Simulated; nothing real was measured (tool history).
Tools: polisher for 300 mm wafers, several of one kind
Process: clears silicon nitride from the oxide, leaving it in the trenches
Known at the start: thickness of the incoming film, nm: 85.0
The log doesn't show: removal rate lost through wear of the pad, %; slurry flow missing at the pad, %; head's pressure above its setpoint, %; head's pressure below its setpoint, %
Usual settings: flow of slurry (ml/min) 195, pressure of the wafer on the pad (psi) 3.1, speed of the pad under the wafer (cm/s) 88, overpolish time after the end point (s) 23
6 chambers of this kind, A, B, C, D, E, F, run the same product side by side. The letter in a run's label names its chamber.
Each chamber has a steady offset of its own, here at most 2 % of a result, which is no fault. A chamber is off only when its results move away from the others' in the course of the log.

run   hour  flow of slurry (ml/min)  pressure of the wafer on the pad (psi)  speed of the pad under the wafer (cm/s)  overpolish time after the end point (s)  wafers polished on this pad  hours since the slurry nozzle was cleaned  hours since the head pressure was calibrated  time until the end point was called (s)
       0.7  -- chamber D: worn pad replaced by a new one
 1C   12.3                      195                                     3.1                                       88                                       23                         1099                                      330.6                                         171.2                                  104.090
 2D   25.2                      195                                     3.1                                       88                                       23                          297                                      198.8                                         290.9                                  104.990
      27.8  -- chamber C: worn pad replaced by a new one
 3A   38.2                      195                                     3.1                                       88                                       23                          892                                      696.6                                         301.6                                  101.920
      43.5  -- chamber F: worn pad replaced by a new one
 4B   50.6                      195                                     3.1                                       88                                       23                         1331                                      230.9                                         732.8                                  104.960
      53.4  -- chamber A: worn pad replaced by a new one
 5F   62.3                      135                                     3.1                                       88                                       23                          228                                      295.5                                         116.6                                  110.230
      67.7  -- chamber E: worn pad replaced by a new one
 6E   70.5                      135                                     3.1                                       88                                       23                           34                                      391.7                                         287.8                                  111.580
 7B   79.8                      135                                     3.1                                       88                                       23                         1684                                      260.1                                         762.0                                  110.360
 8D   89.0                      135                                     3.1                                       88                                       23                         1068                                      262.6                                         354.7                                  111.410
 9E  102.8                      135                                     3.1                                       88                                       23                          424                                      424.0                                         320.1                                  109.340
     104.6  -- chamber D: worn pad replaced by a new one
10C  112.6                      135                                     3.1                                       88                                       23                         1026                                      430.9                                         271.5                                  111.620
11A  122.3                      195                                     3.1                                       88                                       23                          834                                      780.7                                         385.7                                  105.430
     125.6  -- chamber C: worn pad replaced by a new one
12F  129.7                      195                                     3.1                                       88                                       23                         1043                                      362.9                                         184.0                                  106.650
     136.2  -- chamber B: slurry nozzle cleaned
     138.8  -- chamber F: worn pad replaced by a new one
     139.4  -- chamber D: slurry nozzle cleaned
13D  140.8                      195                                     3.1                                       88                                       23                          438                                        1.5                                         406.5                                  102.330
     150.3  -- chamber A: worn pad replaced by a new one
14A  151.2                      195                                     3.1                                       88                                       23                           12                                      809.6                                         414.6                                  103.820
     164.1  -- chamber E: worn pad replaced by a new one
15E  165.8                      195                                     3.1                                       88                                       23                           21                                      487.0                                         383.1                                  105.690
16C  178.4                      195                                     3.1                                       88                                       23                          639                                      496.7                                         337.3                                  105.620
     182.2  -- chamber A: slurry nozzle cleaned
17F  191.2                      195                                     3.1                                       88                                       23                          633                                      424.4                                         245.5                                  103.210
18B  207.0                      195                                     3.1                                       88                                       23                         3223                                       70.8                                         889.2                                  107.980
19C  215.8                      150                                     3.8                                       88                                       23                         1091                                      534.1                                         374.7                                   90.233
     218.2  -- chamber D: worn pad replaced by a new one
20E  223.3                      150                                     3.8                                       88                                       23                          717                                      544.5                                         440.6                                   89.387
     235.3  -- chamber F: worn pad replaced by a new one
21F  237.7                      150                                     3.8                                       88                                       23                           29                                      470.9                                         292.0                                   85.695
     238.3  -- chamber C: worn pad replaced by a new one
22A  246.0                      150                                     3.8                                       88                                       23                         1158                                       63.9                                         509.4                                   87.863
23B  257.2                      150                                     3.8                                       88                                       23                         3830                                      121.0                                         939.4                                   91.554
     259.2  -- chamber A: worn pad replaced by a new one
24D  271.7                      150                                     3.8                                       88                                       23                          647                                      132.4                                         537.4                                   87.834
     275.1  -- chamber E: worn pad replaced by a new one
     278.1  -- chamber E: slurry nozzle cleaned
25E  280.9                      195                                     3.1                                       88                                       33                           70                                        2.9                                         498.2                                  104.110
26F  292.7                      195                                     3.1                                       88                                       33                          694                                      525.9                                         347.0                                  104.150
     300.8  -- chamber C: head pressure recalibrated
27B  306.3                      195                                     3.1                                       88                                       33                         4424                                      170.1                                         988.5                                  110.860
28A  320.6                      195                                     3.1                                       88                                       33                          743                                      138.5                                         584.0                                  100.770
     325.1  -- chamber D: worn pad replaced by a new one
     328.5  -- chamber C: slurry nozzle cleaned
     331.9  -- chamber F: worn pad replaced by a new one
29D  332.6                      195                                     3.1                                       88                                       33                           90                                      193.3                                         598.3                                  103.920
30C  348.5                      195                                     3.1                                       88                                       33                         1333                                       20.1                                          47.8                                  106.530
     352.5  -- chamber C: worn pad replaced by a new one
31A  359.1                      195                                     3.1                                       88                                       23                         1209                                      177.0                                         622.5                                  104.820
     364.6  -- chamber B: head pressure recalibrated
     365.3  -- chamber D: head pressure recalibrated
     366.2  -- chamber A: worn pad replaced by a new one
32C  366.5                      195                                     3.1                                       88                                       23                          170                                       38.1                                          65.8                                  105.670
33F  380.7                      195                                     3.1                                       88                                       23                          591                                      613.9                                         435.0                                  104.340
     385.9  -- chamber E: worn pad replaced by a new one
     387.8  -- chamber F: slurry nozzle cleaned
34B  392.7                      195                                     3.1                                       88                                       23                         5470                                      256.5                                          28.1                                  113.760
35E  407.9                      195                                     2.1                                       88                                       14                          266                                      129.9                                         625.2                                  147.990
36D  416.9                      195                                     2.1                                       88                                       14                         1110                                      277.6                                          51.6                                  153.730
37A  429.6                      195                                     2.1                                       88                                       14                          767                                      247.5                                         693.0                                  151.310
     431.6  -- chamber F: worn pad replaced by a new one
     432.8  -- chamber D: worn pad replaced by a new one
     434.2  -- chamber B: slurry nozzle cleaned
     435.6  -- chamber D: slurry nozzle cleaned
38F  440.3                      195                                     2.1                                       88                                       14                          105                                       52.5                                         494.6                                  151.650
     442.7  -- chamber C: worn pad replaced by a new one
39D  451.2                      195                                     2.1                                       88                                       14                          222                                       15.7                                          85.9                                  151.470
40E  461.8                      195                                     2.1                                       88                                       14                          918                                      183.8                                         679.1                                  151.660
41C  474.8                      195                                     3.1                                       88                                       23                          389                                      146.4                                         174.1                                  106.570
42B  490.5                      195                                     3.1                                       88                                       23                         6653                                       56.3                                         125.9                                  113.930
43C  500.2                      195                                     3.1                                       88                                       23                          696                                      171.8                                         199.5                                  106.860
44D  512.9                      195                                     3.1                                       88                                       23                          969                                       77.4                                         147.6                                  104.450

Next, every chamber runs the same settings. What will each give?
45A  524.7                      195                                     3.1                                       88                                       23                                                                                                                                                              ?
45B  524.7                      195                                     3.1                                       88                                       23                                                                                                                                                              ?
45C  524.7                      195                                     3.1                                       88                                       23                                                                                                                                                              ?
45D  524.7                      195                                     3.1                                       88                                       23                                                                                                                                                              ?
45E  524.7                      195                                     3.1                                       88                                       23                                                                                                                                                              ?
45F  524.7                      195                                     3.1                                       88                                       23                                                                                                                                                              ?

run  time until the end point was called (s)
45A                                  102.660
45B                                  114.930
45C                                  104.670
45D                                  105.420
45E                                  103.540
45F                                  103.590
